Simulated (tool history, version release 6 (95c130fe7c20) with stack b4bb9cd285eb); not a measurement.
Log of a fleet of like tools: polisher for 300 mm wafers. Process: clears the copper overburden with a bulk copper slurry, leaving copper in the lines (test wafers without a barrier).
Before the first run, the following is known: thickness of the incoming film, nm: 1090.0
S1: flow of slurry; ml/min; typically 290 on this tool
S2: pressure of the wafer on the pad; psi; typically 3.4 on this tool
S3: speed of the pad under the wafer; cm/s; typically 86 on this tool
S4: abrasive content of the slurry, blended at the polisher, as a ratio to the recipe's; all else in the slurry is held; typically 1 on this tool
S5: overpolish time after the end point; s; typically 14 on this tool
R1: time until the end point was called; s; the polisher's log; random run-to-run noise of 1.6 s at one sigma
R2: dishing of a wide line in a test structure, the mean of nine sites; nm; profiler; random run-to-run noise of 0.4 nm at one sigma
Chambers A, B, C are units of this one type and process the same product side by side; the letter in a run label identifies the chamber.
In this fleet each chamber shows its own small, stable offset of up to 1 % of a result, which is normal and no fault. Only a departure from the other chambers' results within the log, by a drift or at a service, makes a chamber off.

run,hour,S1,S2,S3,S4,S5,R1,R2
# hour 5.8: chamber A: head pressure recalibrated
1B,8.8,290,3.4,86,1,14,103.72,27.321
2A,21.5,290,3.4,86,1,14,106.03,26.337
3C,31.8,290,3.4,86,1,14,104.37,26.417
# hour 32.7: chamber B: slurry blender recalibrated
# hour 39.8: chamber B: worn pad replaced by a new one
4B,42.4,290,3.4,86,1,14,105.42,25.966
# hour 47: chamber A: worn pad replaced by a new one
5A,49.7,290,3.4,86,1,14,109.6,25.692
# hour 53.1: chamber C: worn pad replaced by a new one
6C,59,290,3.4,86,1,14,105.89,25.756
7B,68.3,290,3.4,86,1,14,106.66,25.783
8C,82.4,290,3.4,86,1,14,105.17,26.549
# hour 86.9: chamber A: slurry blender recalibrated
9A,89.7,290,3.4,86,1,14,106.98,25.611
10A,100,290,3.4,86,1,14,105.69,26.395
# hour 106.9: chamber C: slurry blender recalibrated
# hour 109.9: chamber B: worn pad replaced by a new one
# hour 110: chamber A: worn pad replaced by a new one
11B,113.2,290,3.4,86,1,14,104.74,26.153
12C,122.6,290,4.3,86,1,14,83.81,27.758
# hour 126.9: chamber C: worn pad replaced by a new one
13C,130.9,290,4.3,86,1,14,83.53,27.639
14B,140,290,4.3,86,1,14,82.967,26.464
15A,148.6,290,3.4,86,1,14,107.98,26.888
# hour 154.3: chamber B: slurry nozzle cleaned
16C,161.4,290,3.4,86,1,14,105.8,26.986
17B,171.9,290,3.4,86,1,14,105.33,27.087
18A,184,290,3.4,86,1,14,104.69,26.355
# hour 185.1: chamber A: worn pad replaced by a new one
# hour 186.2: chamber B: worn pad replaced by a new one
19A,190.8,290,3.4,86,1,14,106.81,26.505
20B,203,290,3.4,86,1,14,102.34,26.7
# hour 204.6: chamber C: worn pad replaced by a new one
21C,210.7,290,3.4,86,1,14,106.3,26.164
22B,223.4,290,3.4,86,1,14,105.83,27.002
23A,233.5,290,3.4,86,1,14,105.58,26.182
# hour 242.7: chamber B: slurry blender recalibrated
# hour 245: chamber A: worn pad replaced by a new one
24C,246.1,290,3.4,86,1,14,107.7,25.919
# hour 250.4: chamber B: worn pad replaced by a new one
25C,260,290,3.4,86,1,14,105.7,26.601
26B,268.2,290,3.4,86,1,14,105.7,27.233
# hour 274.2: chamber C: worn pad replaced by a new one
27A,275.4,290,2.3,86,1,14,157.64,25.02
28A,285,290,2.3,86,1,14,158.58,24.87
# hour 288.7: chamber A: slurry blender recalibrated
# hour 295.7: chamber C: slurry nozzle cleaned
29C,297,290,2.3,86,1,14,156.17,24.95
# hour 308.3: chamber A: worn pad replaced by a new one
30B,310.5,290,3.4,86,1,14,106.48,25.855
31B,321.3,290,3.4,86,1,14,107.32,26.094
32C,333.5,290,3.4,86,1,14,107.57,26.191
33A,343.6,290,3.4,86,1.25,14,103.34,26.424

Read the log: is a single chamber off, either drifting away or since a service, is the gauge that measures every chamber drifting, or is nothing wrong beyond small per-chamber offsets? Name any odd chamber and what most likely caused it.

No chamber stands off beyond its own small offset, and the gauge holds steady.
